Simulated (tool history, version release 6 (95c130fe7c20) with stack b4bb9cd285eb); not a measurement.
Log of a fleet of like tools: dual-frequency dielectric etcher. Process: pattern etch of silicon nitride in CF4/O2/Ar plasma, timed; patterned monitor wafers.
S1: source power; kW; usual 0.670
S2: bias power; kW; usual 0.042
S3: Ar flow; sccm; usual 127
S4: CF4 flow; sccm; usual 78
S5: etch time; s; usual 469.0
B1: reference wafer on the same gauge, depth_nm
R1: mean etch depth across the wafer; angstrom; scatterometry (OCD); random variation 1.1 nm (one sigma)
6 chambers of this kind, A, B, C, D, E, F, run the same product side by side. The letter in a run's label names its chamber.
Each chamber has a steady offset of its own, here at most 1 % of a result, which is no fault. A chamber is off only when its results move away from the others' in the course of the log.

Run 1C, day 0.408: usual settings; B1 840.44. Result: R1 10092.0 angstrom.
Run 2B, day 0.612: usual settings; B1 840.05. Result: R1 10089.0 angstrom.
Run 3D, day 0.929: usual settings; B1 840.22. Result: R1 9998.3 angstrom.
Run 4F, day 1.183: usual settings; B1 840.49. Result: R1 10013.0 angstrom.
Run 5A, day 1.521: usual settings; B1 840.52. Result: R1 10158.0 angstrom.
Run 6E, day 1.879: usual settings; B1 840.26. Result: R1 10110.0 angstrom.
Run 7D, day 2.154: usual settings; B1 840.70. Result: R1 9987.4 angstrom.
Run 8E, day 2.404: usual settings; B1 840.90. Result: R1 10132.0 angstrom.
Run 9C, day 2.629: usual settings but S1 0.720 kW, S3 152 sccm; B1 840.99. Result: R1 10415.0 angstrom.
At day 2.704: chamber C: source power generator calibrated.
Run 10F, day 2.862: usual settings but S1 0.720 kW, S3 152 sccm; B1 840.99. Result: R1 10340.0 angstrom.
Run 11A, day 3.254: usual settings but S1 0.720 kW, S3 152 sccm; B1 840.90. Result: R1 10465.0 angstrom.
Run 12B, day 3.629: usual settings but S1 0.720 kW, S3 152 sccm; B1 840.95. Result: R1 10443.0 angstrom.
Run 13F, day 4.038: usual settings but S1 0.720 kW, S3 152 sccm; B1 841.30. Result: R1 10340.0 angstrom.
Run 14C, day 4.379: usual settings but S1 0.720 kW, S3 152 sccm; B1 841.36. Result: R1 10436.0 angstrom.
Run 15B, day 4.596: usual settings; B1 841.24. Result: R1 10106.0 angstrom.
At day 4.933: chamber D: source power generator calibrated.
Run 16A, day 4.950: usual settings; B1 841.71. Result: R1 10146.0 angstrom.
Run 17E, day 5.312: usual settings; B1 841.58. Result: R1 10154.0 angstrom.
Run 18D, day 5.596: usual settings but S1 0.750 kW; B1 841.58. Result: R1 11034.0 angstrom.
Run 19F, day 5.879: usual settings but S1 0.750 kW; B1 841.61. Result: R1 11047.0 angstrom.
Run 20A, day 6.196: usual settings but S1 0.750 kW; B1 841.82. Result: R1 11197.0 angstrom.
Run 21E, day 6.483: usual settings but S1 0.750 kW; B1 842.00. Result: R1 11188.0 angstrom.
Run 22B, day 6.679: usual settings but S1 0.750 kW; B1 841.70. Result: R1 11127.0 angstrom.
Run 23C, day 6.908: usual settings but S1 0.750 kW; B1 841.95. Result: R1 11154.0 angstrom.
At day 7.246: chamber E: wet clean of the chamber.
Run 24D, day 7.312: usual settings; B1 842.14. Result: R1 9999.5 angstrom.
Run 25E, day 7.683: usual settings; B1 842.47. Result: R1 10134.0 angstrom.
Run 26A, day 7.904: usual settings; B1 842.28. Result: R1 10185.0 angstrom.
Run 27D, day 8.125: usual settings; B1 842.52. Result: R1 10005.0 angstrom.
Run 28B, day 8.475: usual settings; B1 842.64. Result: R1 10130.0 angstrom.
Run 29C, day 8.862: usual settings; B1 842.56. Result: R1 10092.0 angstrom.
Run 30F, day 9.242: usual settings; B1 842.52. Result: R1 10032.0 angstrom.
Run 31A, day 9.629: usual settings; B1 842.75. Result: R1 10179.0 angstrom.
Run 32B, day 9.908: usual settings; B1 842.89. Result: R1 10136.0 angstrom.
Run 33E, day 10.133: usual settings; B1 842.72. Result: R1 10147.0 angstrom.
At day 10.212: chamber D: wet clean of the chamber.
At day 10.217: chamber B: wet clean of the chamber.
Run 34C, day 10.454: usual settings; B1 843.03. Result: R1 10106.0 angstrom.
Run 35D, day 10.650: usual settings but S1 0.510 kW, S2 0.050 kW; B1 842.79. Result: R1 8432.6 angstrom.
Run 36F, day 10.862: usual settings but S1 0.510 kW, S2 0.050 kW; B1 843.27. Result: R1 8529.5 angstrom.
Run 37C, day 11.242: usual settings but S1 0.510 kW, S2 0.050 kW; B1 843.35. Result: R1 8512.5 angstrom.
Run 38B, day 11.612: usual settings but S1 0.510 kW, S2 0.050 kW; B1 843.50. Result: R1 8585.3 angstrom.
Run 39E, day 12.017: usual settings but S1 0.510 kW, S2 0.050 kW; B1 843.57. Result: R1 8558.7 angstrom.
Run 40D, day 12.208: usual settings but S1 0.510 kW, S2 0.050 kW; B1 843.30. Result: R1 8440.6 angstrom.

All 6 chambers run these settings next. Forecast each chamber's results:
Run 41A, day 12.504: usual settings but S5 549.5 s. Result: R1 ?.
Run 41B, day 12.504: usual settings but S5 549.5 s. Result: R1 ?.
Run 41C, day 12.504: usual settings but S5 549.5 s. Result: R1 ?.
Run 41D, day 12.504: usual settings but S5 549.5 s. Result: R1 ?.
Run 41E, day 12.504: usual settings but S5 549.5 s. Result: R1 ?.
Run 41F, day 12.504: usual settings but S5 549.5 s. Result: R1 ?.

run       R1
41A  11943.0
41B  11880.0
41C  11845.0
41D  11727.0
41E  11893.0
41F  11764.0
